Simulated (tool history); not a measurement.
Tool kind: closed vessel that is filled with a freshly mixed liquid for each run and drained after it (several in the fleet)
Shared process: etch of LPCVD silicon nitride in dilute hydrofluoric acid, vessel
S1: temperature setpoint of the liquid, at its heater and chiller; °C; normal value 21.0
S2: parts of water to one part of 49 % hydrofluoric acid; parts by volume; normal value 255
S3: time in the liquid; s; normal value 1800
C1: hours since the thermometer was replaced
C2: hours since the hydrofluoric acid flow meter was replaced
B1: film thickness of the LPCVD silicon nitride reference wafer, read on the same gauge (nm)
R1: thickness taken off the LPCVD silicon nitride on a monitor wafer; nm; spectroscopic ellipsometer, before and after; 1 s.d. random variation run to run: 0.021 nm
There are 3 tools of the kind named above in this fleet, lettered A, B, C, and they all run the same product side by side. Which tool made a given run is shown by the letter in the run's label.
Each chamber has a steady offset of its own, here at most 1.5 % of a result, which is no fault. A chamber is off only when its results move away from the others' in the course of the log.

run    day    S1   S2    S3     C1     C2      B1      R1
 1B  0.129  21.0  255  1800  626.6  180.5  30.008  2.9052
     0.229  -- chamber A: hydrofluoric acid flow meter replaced
 2C  0.258  21.0  255  1800  590.2  181.9  30.001  2.8767
 3A  0.467  21.0  255  1800  312.0    5.8  29.997  2.9532
 4C  0.588  21.0  255  1800  598.1  189.8  29.991  2.9029
 5B  0.721  21.0  255  1800  640.8  194.7  30.025  2.9030
 6A  0.846  23.5  255  1800  321.1   14.9  29.973  3.4695
 7C  0.983  23.5  255  1800  607.6  199.3  30.018  3.3916
 8B  1.196  23.5  255  1800  652.2  206.1  30.023  3.4408
 9A  1.333  21.0  255  1800  332.8   26.6  30.001  2.9175
10C  1.454  21.0  255  1800  618.9  210.6  29.995  2.8939
11B  1.646  21.0  255  1800  663.0  216.9  29.998  2.9593
12A  1.788  21.0  255  1800  343.7   37.5  29.995  2.9341
13B  1.983  21.0  255  1055  671.1  225.0  30.001  1.7573
14C  2.208  21.0  255  1055  637.0  228.7  29.979  1.7026
15A  2.404  21.0  255  1055  358.5   52.3  30.013  1.7485
16A  2.617  21.0  255  1800  363.6   57.4  30.029  2.9052
17B  2.800  21.0  255  1800  690.7  244.6  30.007  3.0243
18C  2.967  21.0  255  1800  655.2  246.9  29.977  2.8572
19B  3.133  21.0  255  1800  698.7  252.6  29.993  3.0753
20A  3.271  21.0  255  1800  379.3   73.1  30.011  2.9340
21C  3.412  21.0  255  1800  665.9  257.6  30.009  2.8577
22B  3.529  21.0  255  2505  708.2  262.1  29.988  4.2307
23A  3.675  21.0  255  2505  389.0   82.8  29.980  4.0868
24C  3.779  21.0  255  2505  674.7  266.4  30.001  3.9622
25A  3.967  21.0  255  1800  396.0   89.8  30.000  2.9168
26B  4.188  21.0  130  2515  724.0  277.9  30.006  8.2553

For the next run the whole fleet of 3 chambers uses the same settings. Give each chamber's results:
27A  4.350  21.0  255  2330               ?
27B  4.350  21.0  255  2330               ?
27C  4.350  21.0  255  2330               ?

run      R1
27A  3.7889
27B  4.0492
27C  3.7465

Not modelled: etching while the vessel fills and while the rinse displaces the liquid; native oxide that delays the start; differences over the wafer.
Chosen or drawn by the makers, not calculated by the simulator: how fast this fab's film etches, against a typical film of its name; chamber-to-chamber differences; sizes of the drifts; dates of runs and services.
